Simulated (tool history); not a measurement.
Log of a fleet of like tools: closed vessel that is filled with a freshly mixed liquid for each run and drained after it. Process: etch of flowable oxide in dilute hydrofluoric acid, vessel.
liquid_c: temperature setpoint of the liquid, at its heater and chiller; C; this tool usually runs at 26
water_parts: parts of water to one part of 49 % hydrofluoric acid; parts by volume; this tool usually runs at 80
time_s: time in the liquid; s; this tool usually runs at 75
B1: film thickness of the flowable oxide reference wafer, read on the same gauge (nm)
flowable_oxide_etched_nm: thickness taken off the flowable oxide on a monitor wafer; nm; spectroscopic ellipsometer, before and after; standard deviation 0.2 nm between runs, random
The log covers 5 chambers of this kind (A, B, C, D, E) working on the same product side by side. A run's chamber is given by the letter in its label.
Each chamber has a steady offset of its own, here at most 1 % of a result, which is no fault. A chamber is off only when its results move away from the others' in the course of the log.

{"run": "1B", "hour": 8.8, "liquid_c": 26, "water_parts": 80, "time_s": 75, "B1": 119.99, "flowable_oxide_etched_nm": 24.154}
{"hour": 10.4, "done": "chamber C: hydrofluoric acid flow meter replaced"}
{"run": "2D", "hour": 13.5, "liquid_c": 26, "water_parts": 80, "time_s": 75, "B1": 119.97, "flowable_oxide_etched_nm": 24.283}
{"run": "3A", "hour": 21.9, "liquid_c": 26, "water_parts": 80, "time_s": 75, "B1": 119.99, "flowable_oxide_etched_nm": 24.336}
{"run": "4C", "hour": 27.1, "liquid_c": 26, "water_parts": 80, "time_s": 75, "B1": 120, "flowable_oxide_etched_nm": 24.026}
{"run": "5E", "hour": 36.3, "liquid_c": 26, "water_parts": 80, "time_s": 75, "B1": 120, "flowable_oxide_etched_nm": 24.44}
{"run": "6A", "hour": 43.6, "liquid_c": 26, "water_parts": 80, "time_s": 75, "B1": 120, "flowable_oxide_etched_nm": 24.362}
{"hour": 43.8, "done": "chamber B: hydrofluoric acid flow meter replaced"}
{"run": "7E", "hour": 52.0, "liquid_c": 26, "water_parts": 80, "time_s": 75, "B1": 119.98, "flowable_oxide_etched_nm": 24.292}
{"run": "8B", "hour": 57.0, "liquid_c": 26, "water_parts": 80, "time_s": 75, "B1": 120.01, "flowable_oxide_etched_nm": 23.959}
{"run": "9D", "hour": 62.6, "liquid_c": 26, "water_parts": 80, "time_s": 75, "B1": 120, "flowable_oxide_etched_nm": 24.164}
{"hour": 63.2, "done": "chamber D: thermometer replaced"}
{"run": "10C", "hour": 71.3, "liquid_c": 26, "water_parts": 80, "time_s": 75, "B1": 119.99, "flowable_oxide_etched_nm": 24.131}
{"run": "11E", "hour": 77.9, "liquid_c": 23.5, "water_parts": 80, "time_s": 75, "B1": 120, "flowable_oxide_etched_nm": 22.094}
{"run": "12A", "hour": 87.9, "liquid_c": 23.5, "water_parts": 80, "time_s": 75, "B1": 120.03, "flowable_oxide_etched_nm": 21.825}
{"run": "13D", "hour": 93.1, "liquid_c": 23.5, "water_parts": 80, "time_s": 75, "B1": 119.99, "flowable_oxide_etched_nm": 22.006}
{"run": "14C", "hour": 102.7, "liquid_c": 23.5, "water_parts": 80, "time_s": 75, "B1": 120, "flowable_oxide_etched_nm": 21.986}
{"run": "15B", "hour": 107.4, "liquid_c": 23.5, "water_parts": 80, "time_s": 75, "B1": 120.01, "flowable_oxide_etched_nm": 21.549}
{"run": "16B", "hour": 114.5, "liquid_c": 26, "water_parts": 80, "time_s": 75, "B1": 120, "flowable_oxide_etched_nm": 24.099}
{"run": "17D", "hour": 119.6, "liquid_c": 26, "water_parts": 80, "time_s": 75, "B1": 120.02, "flowable_oxide_etched_nm": 24.31}
{"run": "18E", "hour": 130.2, "liquid_c": 26, "water_parts": 80, "time_s": 75, "B1": 119.99, "flowable_oxide_etched_nm": 24.129}
{"run": "19C", "hour": 136.8, "liquid_c": 26, "water_parts": 80, "time_s": 75, "B1": 120, "flowable_oxide_etched_nm": 24.296}
{"hour": 140.2, "done": "chamber A: thermometer replaced"}
{"run": "20A", "hour": 147.1, "liquid_c": 26, "water_parts": 80, "time_s": 75, "B1": 119.98, "flowable_oxide_etched_nm": 24.578}
{"run": "21C", "hour": 153.3, "liquid_c": 26, "water_parts": 80, "time_s": 75, "B1": 119.98, "flowable_oxide_etched_nm": 24.3}
{"run": "22A", "hour": 162.6, "liquid_c": 26, "water_parts": 80, "time_s": 75, "B1": 119.98, "flowable_oxide_etched_nm": 24.87}
{"run": "23B", "hour": 167.4, "liquid_c": 26, "water_parts": 80, "time_s": 75, "B1": 119.99, "flowable_oxide_etched_nm": 23.576}
{"run": "24E", "hour": 174.4, "liquid_c": 26, "water_parts": 80, "time_s": 75, "B1": 120.02, "flowable_oxide_etched_nm": 24.313}
{"hour": 177.9, "done": "chamber E: thermometer replaced"}
{"run": "25D", "hour": 181.6, "liquid_c": 26, "water_parts": 80, "time_s": 75, "B1": 120, "flowable_oxide_etched_nm": 23.865}
{"run": "26E", "hour": 188.5, "liquid_c": 26, "water_parts": 80, "time_s": 75, "B1": 120, "flowable_oxide_etched_nm": 24.174}
{"run": "27D", "hour": 198.1, "liquid_c": 26, "water_parts": 110, "time_s": 45, "B1": 120, "flowable_oxide_etched_nm": 10.189}
{"run": "28A", "hour": 203.3, "liquid_c": 26, "water_parts": 110, "time_s": 45, "B1": 119.99, "flowable_oxide_etched_nm": 10.615}
{"run": "29B", "hour": 212.3, "liquid_c": 26, "water_parts": 110, "time_s": 45, "B1": 119.99, "flowable_oxide_etched_nm": 10.088}
{"run": "30C", "hour": 221.9, "liquid_c": 26, "water_parts": 110, "time_s": 45, "B1": 120.01, "flowable_oxide_etched_nm": 10.274}
{"run": "31D", "hour": 230.1, "liquid_c": 26, "water_parts": 110, "time_s": 45, "B1": 119.99, "flowable_oxide_etched_nm": 10.172}
{"run": "32B", "hour": 237.4, "liquid_c": 26, "water_parts": 80, "time_s": 75, "B1": 120.01, "flowable_oxide_etched_nm": 23.972}
{"run": "33E", "hour": 246.9, "liquid_c": 26, "water_parts": 80, "time_s": 75, "B1": 119.99, "flowable_oxide_etched_nm": 24.255}
{"run": "34C", "hour": 254.6, "liquid_c": 26, "water_parts": 80, "time_s": 75, "B1": 120.01, "flowable_oxide_etched_nm": 24.37}
{"run": "35A", "hour": 262.2, "liquid_c": 26, "water_parts": 55, "time_s": 75, "B1": 120.02, "flowable_oxide_etched_nm": 39.478}
{"run": "36C", "hour": 272.0, "liquid_c": 26, "water_parts": 55, "time_s": 75, "B1": 119.99, "flowable_oxide_etched_nm": 36.568}
{"run": "37D", "hour": 280.4, "liquid_c": 26, "water_parts": 55, "time_s": 75, "B1": 120, "flowable_oxide_etched_nm": 36.724}

Predict what each chamber gives when all 5 of them run the settings below next.
{"run": "38A", "hour": 288.0, "liquid_c": 26, "water_parts": 80, "time_s": 75, "flowable_oxide_etched_nm": "?"}
{"run": "38B", "hour": 288.0, "liquid_c": 26, "water_parts": 80, "time_s": 75, "flowable_oxide_etched_nm": "?"}
{"run": "38C", "hour": 288.0, "liquid_c": 26, "water_parts": 80, "time_s": 75, "flowable_oxide_etched_nm": "?"}
{"run": "38D", "hour": 288.0, "liquid_c": 26, "water_parts": 80, "time_s": 75, "flowable_oxide_etched_nm": "?"}
{"run": "38E", "hour": 288.0, "liquid_c": 26, "water_parts": 80, "time_s": 75, "flowable_oxide_etched_nm": "?"}

run=38A flowable_oxide_etched_nm=26.375
run=38B flowable_oxide_etched_nm=24.174
run=38C flowable_oxide_etched_nm=24.253
run=38D flowable_oxide_etched_nm=24.024
run=38E flowable_oxide_etched_nm=24.269
